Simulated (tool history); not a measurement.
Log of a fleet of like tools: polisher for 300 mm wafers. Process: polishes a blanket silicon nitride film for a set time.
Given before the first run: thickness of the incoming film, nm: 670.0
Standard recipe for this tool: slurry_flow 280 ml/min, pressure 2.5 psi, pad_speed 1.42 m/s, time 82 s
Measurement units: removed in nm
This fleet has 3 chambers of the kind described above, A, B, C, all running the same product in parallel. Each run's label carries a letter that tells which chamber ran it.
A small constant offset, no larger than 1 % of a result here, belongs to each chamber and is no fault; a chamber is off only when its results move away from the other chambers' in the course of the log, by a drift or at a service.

run 1A hour=9.1 | slurry_flow=280 pressure=2.5 pad_speed=1.42 time=82 | removed=125.59
run 2B hour=18.5 | slurry_flow=280 pressure=2.5 pad_speed=1.42 time=82 | removed=126.01
run 3C hour=28.7 | slurry_flow=280 pressure=2.5 pad_speed=1.42 time=82 | removed=121.14
run 4C hour=42 | slurry_flow=280 pressure=2.5 pad_speed=1.42 time=82 | removed=125.4
-- hour=48.7 chamber B: head pressure recalibrated
run 5B hour=53.7 | slurry_flow=280 pressure=2.5 pad_speed=1.58 time=82 | removed=135.6
run 6A hour=62.2 | slurry_flow=280 pressure=2.5 pad_speed=1.58 time=82 | removed=136.4
run 7A hour=75.4 | slurry_flow=280 pressure=2.5 pad_speed=1.58 time=82 | removed=135.54
-- hour=79.3 chamber C: slurry nozzle cleaned
run 8B hour=88.2 | slurry_flow=280 pressure=2.5 pad_speed=1.42 time=82 | removed=127.02
-- hour=94.5 chamber C: worn pad replaced by a new one
run 9C hour=96.2 | slurry_flow=280 pressure=2.1 pad_speed=1.42 time=82 | removed=103.15
run 10A hour=105.1 | slurry_flow=280 pressure=2.1 pad_speed=1.42 time=82 | removed=102.64
run 11B hour=118.6 | slurry_flow=280 pressure=2.1 pad_speed=1.42 time=82 | removed=105.45
run 12C hour=132 | slurry_flow=280 pressure=2.5 pad_speed=1.42 time=82 | removed=123.85
run 13A hour=139.2 | slurry_flow=280 pressure=2.5 pad_speed=1.42 time=82 | removed=122.97
run 14C hour=152.1 | slurry_flow=280 pressure=2.5 pad_speed=1.42 time=82 | removed=121.88
run 15B hour=159.8 | slurry_flow=280 pressure=2.5 pad_speed=1.42 time=82 | removed=125.28
run 16B hour=175.1 | slurry_flow=280 pressure=2.5 pad_speed=1.42 time=82 | removed=125.25
-- hour=179.3 chamber B: worn pad replaced by a new one
run 17A hour=190.3 | slurry_flow=280 pressure=2.5 pad_speed=1.42 time=82 | removed=121.14
run 18C hour=200.8 | slurry_flow=280 pressure=2.5 pad_speed=1.42 time=82 | removed=122.75
-- hour=208.4 chamber C: worn pad replaced by a new one
run 19A hour=213.5 | slurry_flow=280 pressure=2.5 pad_speed=1.42 time=82 | removed=120.13
run 20B hour=224.7 | slurry_flow=280 pressure=2.5 pad_speed=1.42 time=82 | removed=125.82
run 21C hour=235.2 | slurry_flow=280 pressure=2.5 pad_speed=1.42 time=82 | removed=126.36
run 22B hour=246.3 | slurry_flow=280 pressure=2.5 pad_speed=1.42 time=82 | removed=123.94
-- hour=255.8 chamber A: slurry nozzle cleaned
run 23C hour=259.3 | slurry_flow=230 pressure=2.5 pad_speed=1.42 time=82 | removed=119.92
run 24A hour=270.6 | slurry_flow=230 pressure=2.5 pad_speed=1.42 time=82 | removed=114.53
run 25B hour=279.1 | slurry_flow=230 pressure=2.5 pad_speed=1.42 time=82 | removed=124.14
run 26A hour=293.8 | slurry_flow=210 pressure=2.5 pad_speed=1.16 time=82 | removed=98.006
run 27C hour=306 | slurry_flow=210 pressure=2.5 pad_speed=1.16 time=82 | removed=101.32
-- hour=315.8 chamber C: worn pad replaced by a new one
run 28B hour=319.6 | slurry_flow=210 pressure=2.5 pad_speed=1.16 time=82 | removed=104.51
run 29C hour=328 | slurry_flow=370 pressure=2.5 pad_speed=1.42 time=55 | removed=83.648
run 30A hour=340.9 | slurry_flow=370 pressure=2.5 pad_speed=1.42 time=55 | removed=79.801
run 31A hour=354.6 | slurry_flow=370 pressure=2.5 pad_speed=1.42 time=55 | removed=78.961
run 32C hour=365.4 | slurry_flow=280 pressure=2.5 pad_speed=1.42 time=82 | removed=123.52
run 33B hour=375.5 | slurry_flow=225 pressure=2.5 pad_speed=1.1 time=82 | removed=100.89

Decide between three cases: one chamber stands off from its peers, the gauge reading all wafers drifts, or nothing is wrong past each chamber's small offset. Where a chamber is off, say which and what most likely put it there.

It is chamber A that slowly wanders off from its peers.
Most likely cause: removal rate lost through wear of the pad, % = 8.58.
With only this log, it may be confused with: head's pressure below its setpoint, %.

Below are 4 candidate recipes for chamber A's next run, each the usual settings with a change, their results shown as question marks. Which of them brings A's results back in line with what the other chambers give on the usual settings?
Maximum distance from the other chambers' mean on the usual settings for a result to count as in line: removed 3.9 nm
run 34A-1 hour=387.4 | slurry_flow=280 pressure=2.4 pad_speed=1.42 time=79 | removed=?
run 34A-2 hour=387.4 | slurry_flow=280 pressure=2.5 pad_speed=1.48 time=86 | removed=?
run 34A-3 hour=387.4 | slurry_flow=280 pressure=2.5 pad_speed=1.44 time=83 | removed=?
run 34A-4 hour=387.4 | slurry_flow=280 pressure=2.5 pad_speed=1.4 time=81 | removed=?

On the usual settings, the other chambers give on average: removed 124.21 nm
run=34A-1 removed=105.33
run=34A-2 removed=123.52
run=34A-3 removed=116.61
run=34A-4 removed=111.25
The right change is 34A-2: it brings the chamber back within the allowed miss of the others.
